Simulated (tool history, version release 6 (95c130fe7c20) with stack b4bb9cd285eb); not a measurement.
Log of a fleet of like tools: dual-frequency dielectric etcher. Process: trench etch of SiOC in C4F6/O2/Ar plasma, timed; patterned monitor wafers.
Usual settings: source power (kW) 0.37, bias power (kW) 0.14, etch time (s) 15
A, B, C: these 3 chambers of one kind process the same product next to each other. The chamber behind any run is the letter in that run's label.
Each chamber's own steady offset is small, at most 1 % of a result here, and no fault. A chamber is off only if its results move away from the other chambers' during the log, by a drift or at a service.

run	hour	source power (kW)	bias power (kW)	etch time (s)	hours since the last wet clean	hours since the last source power generator calibration	hours since the last bias power generator calibration	read-back reference wafer on the same gauge, depth_nm	mean etch depth across the wafer (Å)
1B	3.7	0.37	0.14	15	366.4	255.5	1945	32.102	282.08
2C	10.2	0.37	0.14	15	400.4	527.7	1623.4	32.13	278.11
3A	15.7	0.37	0.14	15	339.5	465.4	2201	32.108	280.28
4A	23.2	0.37	0.14	15	347	472.9	2208.5	32.102	279.73
5C	29.8	0.3	0.14	12	420	547.3	1643	32.109	204.83
# hour 30.7: chamber B: bias power generator calibrated
6B	34.8	0.3	0.14	12	397.5	286.6	4.2	32.101	206.55
7C	42.1	0.3	0.14	12	432.3	559.6	1655.3	32.107	203.44
8A	46.3	0.37	0.14	15	370.1	496	2231.6	32.095	282.39
9B	50.8	0.37	0.14	15	413.5	302.6	20.2	32.116	280.5
10C	55.1	0.37	0.14	15	445.3	572.6	1668.3	32.092	278.01
11B	59.1	0.37	0.14	15	421.8	310.9	28.5	32.07	279.59
12A	62.8	0.37	0.168	18	386.6	512.5	2248.1	32.083	354.24
# hour 63.2: chamber B: wet clean of the chamber
13A	67.7	0.37	0.168	18	391.5	517.4	2253	32.102	356.87
14B	72.5	0.37	0.168	18	9.3	324.3	41.9	32.12	355.42
15C	77.9	0.37	0.14	15	468.1	595.4	1691.1	32.104	275.24
16C	85.6	0.37	0.14	15	475.8	603.1	1698.8	32.087	274.64
17A	92.1	0.44	0.118	15	415.9	541.8	2277.4	32.135	286.16
18B	97.6	0.44	0.118	15	34.4	349.4	67	32.078	285.69
19B	105	0.44	0.118	15	41.8	356.8	74.4	32.121	286.26
20C	108.5	0.37	0.14	15	498.7	626	1721.7	32.108	271.32

Is one chamber off against the others, does the gauge drift, or is nothing wrong? If a chamber is off, say which, and what the likeliest cause is.

It is chamber C that slowly wanders off from its peers.
Likeliest cause: etch rate under this chamber's usual, % = 2.14.
With only this log, it may be confused with: source power that arrives under what is set, %.

Chamber C could run next with any of the 4 candidate recipes listed below; each alters the usual settings, and their results appear as question marks. Which one brings its results back in line with what the other chambers deliver on the usual settings?
Maximum distance from the other chambers' mean on the usual settings for a result to count as in line: mean etch depth across the wafer (Å) 3.3
21C-1	114.2	0.35	0.135	15					?
21C-2	114.2	0.37	0.14	15.5					?
21C-3	114.2	0.4	0.15	15					?
21C-4	114.2	0.32	0.14	15					?

Average result of the remaining chambers running the usual settings: mean etch depth across the wafer (Å) 280.67
run	mean etch depth across the wafer (Å)
21C-1	262.55
21C-2	280.48
21C-3	285.94
21C-4	256.1
21C-2 is the one that brings the chamber's results back in line with the other chambers.
